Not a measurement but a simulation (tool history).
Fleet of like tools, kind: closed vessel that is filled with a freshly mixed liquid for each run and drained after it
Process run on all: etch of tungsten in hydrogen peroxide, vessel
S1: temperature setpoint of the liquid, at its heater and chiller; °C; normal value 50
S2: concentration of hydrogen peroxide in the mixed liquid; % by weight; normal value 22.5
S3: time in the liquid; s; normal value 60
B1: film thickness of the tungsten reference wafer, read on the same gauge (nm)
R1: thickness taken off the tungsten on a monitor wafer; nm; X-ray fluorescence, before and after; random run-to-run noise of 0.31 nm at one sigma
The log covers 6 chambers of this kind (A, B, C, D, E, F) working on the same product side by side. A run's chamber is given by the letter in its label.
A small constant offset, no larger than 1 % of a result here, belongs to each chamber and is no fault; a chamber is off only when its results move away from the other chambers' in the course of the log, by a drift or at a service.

run,hour,S1,S2,S3,B1,R1
# hour 0.9: chamber F: new drum of peroxide connected
1F,11.9,50,22.5,60,60.026,54.152
2B,21,50,22.5,60,59.99,53.837
3C,27.7,50,22.5,60,59.97,53.619
4E,40.4,50,22.5,60,59.989,54.438
5A,51.6,50,22.5,60,59.995,53.08
6D,61.3,50,22.5,60,60.014,54.18
7A,67.5,50,22.5,60,59.997,53.194
8B,77.3,50,22.5,60,60.008,54.261
9D,85.4,50,22.5,60,60.003,53.949
10E,93.3,50,22.5,60,60.035,53.752
11F,101.6,50,22.5,60,59.985,53.83
# hour 108.6: chamber C: peroxide flow meter replaced
12C,114.5,50,22.5,60,59.984,53.983
13B,121.3,50,22.5,60,60.015,54.095
14E,133.7,50,22.5,60,60.014,53.84
15D,140.3,50,22.5,60,59.962,54.573
16C,146.6,50,22.5,60,59.984,53.703
# hour 155.2: chamber E: new drum of peroxide connected
17A,159.3,50,22.5,60,60,52.722
# hour 162.8: chamber B: new drum of peroxide connected
18F,168,50,26,60,60.011,58.38
19C,174.7,50,26,60,60.003,57.772
20E,184,50,26,60,59.94,57.429
21B,192.8,50,26,60,59.958,58.56
22F,200,50,26,60,60.064,58.34
# hour 200.5: chamber A: peroxide flow meter replaced
23D,206.9,50,26,60,60.01,57.603
24A,218.6,50,22.5,60,59.988,53.264
# hour 227.8: chamber F: peroxide flow meter replaced
25A,230.6,50,22.5,40,60.026,35.17
26B,239.5,50,22.5,40,60.014,36.195
27C,249.9,50,22.5,40,60.032,36.158
28E,261.2,50,22.5,40,60.006,36.192
# hour 266.2: chamber B: peroxide flow meter replaced
29D,273.7,50,22.5,40,60.041,35.782
30F,279.5,50,22.5,40,59.939,36.001
31B,285.6,50,22.5,60,60.024,53.858
32C,294.5,50,22.5,60,60.022,53.877
33D,302.5,50,22.5,60,60.023,53.977
34F,314.5,50,24.5,60,60.007,56.271
35A,321.9,50,24.5,60,59.983,55.77
36E,328.4,50,24.5,60,60.018,56.134
37D,335.7,50,24.5,60,60.023,56.645
38B,342.4,50,24.5,60,60.035,56.267
39C,350.4,50,24.5,60,59.977,55.187
40A,357.2,50,22.5,60,59.981,52.918
41E,365.7,50,22.5,60,60,54.009
42F,376.8,50,22.5,60,59.969,54.114
43F,385.7,50,22.5,60,60.002,53.559

Decide between three cases: one chamber stands off from its peers, the gauge reading all wafers drifts, or nothing is wrong past each chamber's small offset. Where a chamber is off, say which and what most likely put it there.

No chamber stands off beyond its own small offset, and the gauge holds steady.
